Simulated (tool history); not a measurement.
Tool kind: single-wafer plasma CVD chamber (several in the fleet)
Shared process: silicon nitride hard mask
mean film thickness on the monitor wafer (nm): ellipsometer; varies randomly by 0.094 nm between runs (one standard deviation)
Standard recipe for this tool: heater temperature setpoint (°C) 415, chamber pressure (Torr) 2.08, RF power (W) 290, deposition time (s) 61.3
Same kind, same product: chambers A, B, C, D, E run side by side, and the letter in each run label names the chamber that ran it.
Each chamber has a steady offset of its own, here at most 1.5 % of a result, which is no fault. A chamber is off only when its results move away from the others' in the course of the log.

run   hour  heater temperature setpoint (°C)  chamber pressure (Torr)  RF power (W)  deposition time (s)  read-back reference wafer on the same gauge, thickness_nm  mean film thickness on the monitor wafer (nm)
 1C    2.3                               415                     2.08           290                 61.3                                                     69.229                                         74.423
 2E    6.3                               415                     2.08           290                 61.3                                                     69.232                                         73.903
 3B    8.7                               415                     2.08           290                 61.3                                                     69.253                                         73.444
 4D   12.7                               415                     2.08           290                 61.3                                                     69.238                                         73.373
 5A   16.1                               415                     2.08           290                 61.3                                                     69.262                                         72.612
 6A   20.6                               415                     2.08           290                 61.3                                                     69.264                                         72.726
 7B   23.5                               415                     2.34           290                 61.3                                                     69.274                                         75.812
 8E   26.3                               415                     2.34           290                 61.3                                                     69.267                                         75.912
 9D   30.8                               415                     2.34           290                 61.3                                                     69.288                                         75.746
10C   33.4                               415                     2.34           290                 61.3                                                     69.304                                         76.797
11B   37.1                               415                     2.34           290                 61.3                                                     69.321                                         75.921
12D   39.8                               415                     2.08           290                 61.3                                                     69.346                                         73.447
13E   42.8                               415                     2.08           290                 61.3                                                     69.329                                         73.818
14A   46.8                               415                     2.08           290                 61.3                                                     69.326                                         72.749
15C   49.2                               415                     2.08           290                 61.3                                                     69.346                                         74.513
16B   53.5                               415                     2.08           290                 61.3                                                     69.356                                          73.58
17C   58.1                               415                     2.08           290                 61.3                                                     69.375                                         74.805
18A   62.4                               415                     2.08           290                 61.3                                                     69.394                                         72.979
19E   66.9                               404                     1.85           290                 61.3                                                     69.385                                         72.053
20D   70.9                               404                     1.85           290                 61.3                                                     69.443                                         71.743
21D   73.4                               404                     1.85           290                 61.3                                                     69.435                                         71.642
22C   76.7                               404                     1.85           290                 61.3                                                      69.44                                         72.723
23E   81.4                               404                     1.85           290                 61.3                                                     69.444                                          72.15
      81.9  -- chamber B: thermocouple changed; heater temperature recalibrated
24B   86.1                               415                     2.08           290                 61.3                                                     69.464                                         73.629
25A   89.4                               415                     2.08           290                 61.3                                                      69.46                                         72.955
26A   91.7                               415                     2.08           290                 61.3                                                     69.461                                         72.706
27B   96.1                               415                     2.08           290                 61.3                                                     69.478                                         73.631
28E   99.9                               415                     2.08           290                 61.3                                                     69.507                                         73.943
29C  104.1                               415                     2.08           290                 61.3                                                     69.503                                         74.766
30D  106.8                               415                     2.08           290                 61.3                                                      69.55                                         73.778
31B  109.6                               415                     2.08           290                 61.3                                                     69.539                                         73.679
32C  111.8                               415                     2.08           290                 61.3                                                     69.515                                         74.906
33E  114.2                               415                     2.08           290                 61.3                                                     69.532                                         74.053
34D    118                               415                     2.08           290                 56.3                                                     69.549                                         67.643

Each of the 5 chambers runs these same settings next. Fill in every chamber's results:
35A  121.5                               415                     2.33           290                 61.3                                                                                                         ?
35B  121.5                               415                     2.33           290                 61.3                                                                                                         ?
35C  121.5                               415                     2.33           290                 61.3                                                                                                         ?
35D  121.5                               415                     2.33           290                 61.3                                                                                                         ?
35E  121.5                               415                     2.33           290                 61.3                                                                                                         ?

run  mean film thickness on the monitor wafer (nm)
35A                                         75.034
35B                                         75.904
35C                                         76.916
35D                                         75.926
35E                                         76.198
